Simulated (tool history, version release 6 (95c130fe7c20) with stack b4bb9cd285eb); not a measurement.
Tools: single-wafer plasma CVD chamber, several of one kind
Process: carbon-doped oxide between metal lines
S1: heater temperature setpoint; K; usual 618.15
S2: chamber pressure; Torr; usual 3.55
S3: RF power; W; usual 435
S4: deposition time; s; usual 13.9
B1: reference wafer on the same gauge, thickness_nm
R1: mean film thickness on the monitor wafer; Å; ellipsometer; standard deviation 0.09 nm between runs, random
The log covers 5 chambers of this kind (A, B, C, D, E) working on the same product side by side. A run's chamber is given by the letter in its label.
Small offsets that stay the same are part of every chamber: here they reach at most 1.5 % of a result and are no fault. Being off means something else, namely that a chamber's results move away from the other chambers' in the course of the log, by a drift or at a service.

{"run": "1C", "hour": 9.4, "S1": 618.15, "S2": 3.55, "S3": 435, "S4": 13.9, "B1": 75.79, "R1": 633.24}
{"run": "2D", "hour": 21.3, "S1": 618.15, "S2": 3.55, "S3": 435, "S4": 13.9, "B1": 75.832, "R1": 641.39}
{"run": "3B", "hour": 33.2, "S1": 618.15, "S2": 3.55, "S3": 435, "S4": 13.9, "B1": 75.866, "R1": 644.61}
{"run": "4A", "hour": 39.8, "S1": 618.15, "S2": 3.55, "S3": 435, "S4": 13.9, "B1": 75.855, "R1": 630.98}
{"run": "5E", "hour": 49.2, "S1": 618.15, "S2": 3.55, "S3": 435, "S4": 13.9, "B1": 75.867, "R1": 634.61}
{"run": "6D", "hour": 57.2, "S1": 618.15, "S2": 3.55, "S3": 435, "S4": 13.9, "B1": 75.855, "R1": 640.89}
{"run": "7B", "hour": 68.8, "S1": 618.15, "S2": 3.55, "S3": 435, "S4": 13.9, "B1": 75.897, "R1": 643.14}
{"run": "8C", "hour": 78.3, "S1": 618.15, "S2": 3.55, "S3": 435, "S4": 13.9, "B1": 75.887, "R1": 634.69}
{"run": "9E", "hour": 85.2, "S1": 618.15, "S2": 3.55, "S3": 435, "S4": 13.9, "B1": 75.887, "R1": 635.58}
{"run": "10A", "hour": 93.2, "S1": 618.15, "S2": 3.55, "S3": 435, "S4": 13.9, "B1": 75.905, "R1": 630.52}
{"run": "11D", "hour": 99.4, "S1": 625.15, "S2": 3.55, "S3": 510, "S4": 13.9, "B1": 75.905, "R1": 697.19}
{"run": "12C", "hour": 107.7, "S1": 625.15, "S2": 3.55, "S3": 510, "S4": 13.9, "B1": 75.917, "R1": 690.73}
{"run": "13B", "hour": 116.9, "S1": 625.15, "S2": 3.55, "S3": 510, "S4": 13.9, "B1": 75.919, "R1": 701.52}
{"run": "14E", "hour": 125.0, "S1": 625.15, "S2": 3.55, "S3": 510, "S4": 13.9, "B1": 75.934, "R1": 692.05}
{"run": "15A", "hour": 132.6, "S1": 625.15, "S2": 3.55, "S3": 510, "S4": 13.9, "B1": 75.951, "R1": 687.43}
{"run": "16E", "hour": 139.1, "S1": 618.15, "S2": 3.55, "S3": 435, "S4": 13.9, "B1": 75.951, "R1": 637.37}
{"run": "17D", "hour": 150.8, "S1": 618.15, "S2": 3.55, "S3": 435, "S4": 13.9, "B1": 75.991, "R1": 641.01}
{"run": "18C", "hour": 161.8, "S1": 618.15, "S2": 3.55, "S3": 435, "S4": 13.9, "B1": 75.975, "R1": 636.02}
{"run": "19A", "hour": 167.7, "S1": 618.15, "S2": 3.55, "S3": 435, "S4": 13.9, "B1": 75.966, "R1": 633.1}
{"hour": 171.0, "done": "chamber E: capacitance manometer re-zeroed and calibrated"}
{"run": "20B", "hour": 173.4, "S1": 618.15, "S2": 3.55, "S3": 435, "S4": 13.9, "B1": 75.99, "R1": 644.18}
{"run": "21D", "hour": 182.7, "S1": 618.15, "S2": 3.55, "S3": 435, "S4": 13.9, "B1": 75.979, "R1": 641.17}
{"run": "22A", "hour": 194.2, "S1": 618.15, "S2": 3.55, "S3": 435, "S4": 13.9, "B1": 76.05, "R1": 630.25}
{"run": "23C", "hour": 200.6, "S1": 608.15, "S2": 3.55, "S3": 435, "S4": 11.7, "B1": 76.009, "R1": 551.64}
{"run": "24E", "hour": 210.6, "S1": 608.15, "S2": 3.55, "S3": 435, "S4": 11.7, "B1": 76.026, "R1": 555.44}
{"hour": 217.3, "done": "chamber B: RF generator calibrated"}
{"run": "25B", "hour": 219.1, "S1": 608.15, "S2": 3.55, "S3": 435, "S4": 11.7, "B1": 76.026, "R1": 562.23}
{"run": "26E", "hour": 227.4, "S1": 608.15, "S2": 3.55, "S3": 435, "S4": 11.7, "B1": 76.025, "R1": 554.42}
{"run": "27B", "hour": 237.6, "S1": 608.15, "S2": 3.55, "S3": 435, "S4": 11.7, "B1": 76.081, "R1": 561.77}
{"run": "28D", "hour": 246.0, "S1": 618.15, "S2": 3.55, "S3": 435, "S4": 13.9, "B1": 76.037, "R1": 642.5}
{"run": "29C", "hour": 254.6, "S1": 618.15, "S2": 3.55, "S3": 435, "S4": 13.9, "B1": 76.091, "R1": 636.69}
{"run": "30A", "hour": 266.0, "S1": 618.15, "S2": 3.55, "S3": 435, "S4": 13.9, "B1": 76.11, "R1": 631.25}
{"run": "31D", "hour": 273.9, "S1": 618.15, "S2": 3.55, "S3": 435, "S4": 13.9, "B1": 76.119, "R1": 645.8}
{"run": "32B", "hour": 282.2, "S1": 630.15, "S2": 4.05, "S3": 435, "S4": 13.9, "B1": 76.086, "R1": 633.16}
{"run": "33C", "hour": 291.2, "S1": 630.15, "S2": 4.05, "S3": 435, "S4": 13.9, "B1": 76.118, "R1": 623.7}
{"run": "34A", "hour": 303.2, "S1": 630.15, "S2": 4.05, "S3": 435, "S4": 13.9, "B1": 76.104, "R1": 619.65}
{"run": "35E", "hour": 310.4, "S1": 630.15, "S2": 4.05, "S3": 435, "S4": 13.9, "B1": 76.141, "R1": 627.84}
{"run": "36A", "hour": 315.9, "S1": 630.15, "S2": 4.05, "S3": 435, "S4": 13.9, "B1": 76.142, "R1": 620.18}
{"run": "37B", "hour": 326.6, "S1": 618.15, "S2": 3.55, "S3": 435, "S4": 13.9, "B1": 76.169, "R1": 644.24}
{"run": "38E", "hour": 332.9, "S1": 618.15, "S2": 3.55, "S3": 435, "S4": 13.9, "B1": 76.17, "R1": 639.53}
{"run": "39D", "hour": 341.5, "S1": 618.15, "S2": 3.55, "S3": 435, "S4": 13.9, "B1": 76.187, "R1": 643.99}
{"run": "40C", "hour": 353.5, "S1": 618.15, "S2": 3.55, "S3": 435, "S4": 13.9, "B1": 76.186, "R1": 636.38}
{"run": "41C", "hour": 362.1, "S1": 618.15, "S2": 3.55, "S3": 435, "S4": 13.9, "B1": 76.184, "R1": 634.41}
{"run": "42B", "hour": 368.8, "S1": 618.15, "S2": 3.55, "S3": 435, "S4": 13.9, "B1": 76.205, "R1": 644.82}
{"run": "43E", "hour": 378.5, "S1": 618.15, "S2": 3.55, "S3": 435, "S4": 13.9, "B1": 76.237, "R1": 637.76}
{"run": "44D", "hour": 387.0, "S1": 605.15, "S2": 3.55, "S3": 390, "S4": 13.9, "B1": 76.248, "R1": 618.65}

The same settings go to every chamber for the next run, one line per chamber below. Forecast the results for each:
{"run": "45A", "hour": 395.8, "S1": 609.15, "S2": 3.55, "S3": 435, "S4": 13.9, "R1": "?"}
{"run": "45B", "hour": 395.8, "S1": 609.15, "S2": 3.55, "S3": 435, "S4": 13.9, "R1": "?"}
{"run": "45C", "hour": 395.8, "S1": 609.15, "S2": 3.55, "S3": 435, "S4": 13.9, "R1": "?"}
{"run": "45D", "hour": 395.8, "S1": 609.15, "S2": 3.55, "S3": 435, "S4": 13.9, "R1": "?"}
{"run": "45E", "hour": 395.8, "S1": 609.15, "S2": 3.55, "S3": 435, "S4": 13.9, "R1": "?"}

run=45A R1=651.43
run=45B R1=663.31
run=45C R1=654.75
run=45D R1=662.71
run=45E R1=657.32
